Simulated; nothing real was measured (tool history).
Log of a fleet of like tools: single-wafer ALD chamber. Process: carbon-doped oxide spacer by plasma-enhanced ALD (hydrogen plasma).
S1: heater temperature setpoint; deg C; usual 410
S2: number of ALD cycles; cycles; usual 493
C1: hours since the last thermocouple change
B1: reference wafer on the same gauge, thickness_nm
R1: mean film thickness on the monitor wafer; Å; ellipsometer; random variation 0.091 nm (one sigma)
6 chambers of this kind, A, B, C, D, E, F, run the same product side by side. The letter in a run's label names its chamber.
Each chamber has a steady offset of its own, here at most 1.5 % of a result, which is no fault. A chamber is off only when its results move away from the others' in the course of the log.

run	day	S1	S2	C1	B1	R1
1F	0.288	410	493	718.1	20.993	238.66
2D	0.592	410	493	698.3	20.992	240.94
3B	0.896	410	493	1696.0	21.001	236.65
4E	1.196	410	493	539.0	21.002	238.14
5A	1.575	410	493	2171.2	21.006	239.26
6C	1.912	410	493	1151.2	20.982	235.88
7D	2.338	418	581	740.2	21.003	277.40
8C	2.571	418	581	1167.0	20.979	270.80
9A	2.862	418	581	2202.1	21.000	275.36
10F	3.083	418	581	785.2	21.003	275.49
11E	3.533	418	581	595.1	20.996	274.44
12B	3.879	418	581	1767.6	20.983	272.04
13F	4.158	410	493	811.0	20.982	236.64
14A	4.421	410	493	2239.5	20.984	239.62
15B	4.633	410	493	1785.7	21.005	238.71
16C	5.096	410	493	1227.6	21.003	235.72
17D	5.350	410	493	812.5	21.006	240.52
18E	5.667	410	493	646.3	20.998	237.71
19D	5.992	410	493	827.9	21.012	240.48
20F	6.233	410	493	860.8	20.998	238.85
21B	6.662	410	493	1834.4	20.975	236.16
22A	7.079	417	462	2303.3	20.996	219.62
23E	7.488	417	462	690.0	21.018	216.69
24C	7.812	417	462	1292.8	20.984	215.98
25B	8.158	417	462	1870.3	21.023	215.76
26E	8.375	417	462	711.3	20.999	218.87
27D	8.579	417	462	890.0	21.016	220.06
28F	8.929	410	493	925.5	21.005	239.19
29A	9.158	410	493	2353.2	21.002	240.29
30C	9.450	410	493	1332.1	20.983	236.35
# day 9.762: chamber B: thermocouple changed; heater temperature recalibrated
31F	9.775	410	493	945.8	20.997	236.80
32C	10.071	410	493	1347.0	21.008	237.05
33A	10.271	405	447	2379.9	21.018	219.85
34E	10.558	405	447	763.7	21.010	217.17
35B	10.917	405	447	27.7	20.982	218.73
36D	11.146	405	447	951.6	21.000	221.05
37F	11.504	405	447	987.3	20.981	219.57
38E	11.850	405	447	794.7	20.984	219.33
39B	12.242	410	493	59.5	21.007	235.68
40A	12.658	410	493	2437.2	20.993	240.84
41C	12.875	410	493	1414.3	20.993	234.38
42D	13.321	410	493	1003.8	20.998	240.48

All 6 chambers run these settings next. Forecast each chamber's results:
43A	13.654	410	493			?
43B	13.654	410	493			?
43C	13.654	410	493			?
43D	13.654	410	493			?
43E	13.654	410	493			?
43F	13.654	410	493			?

run	R1
43A	241.88
43B	236.96
43C	235.25
43D	240.49
43E	238.92
43F	238.13
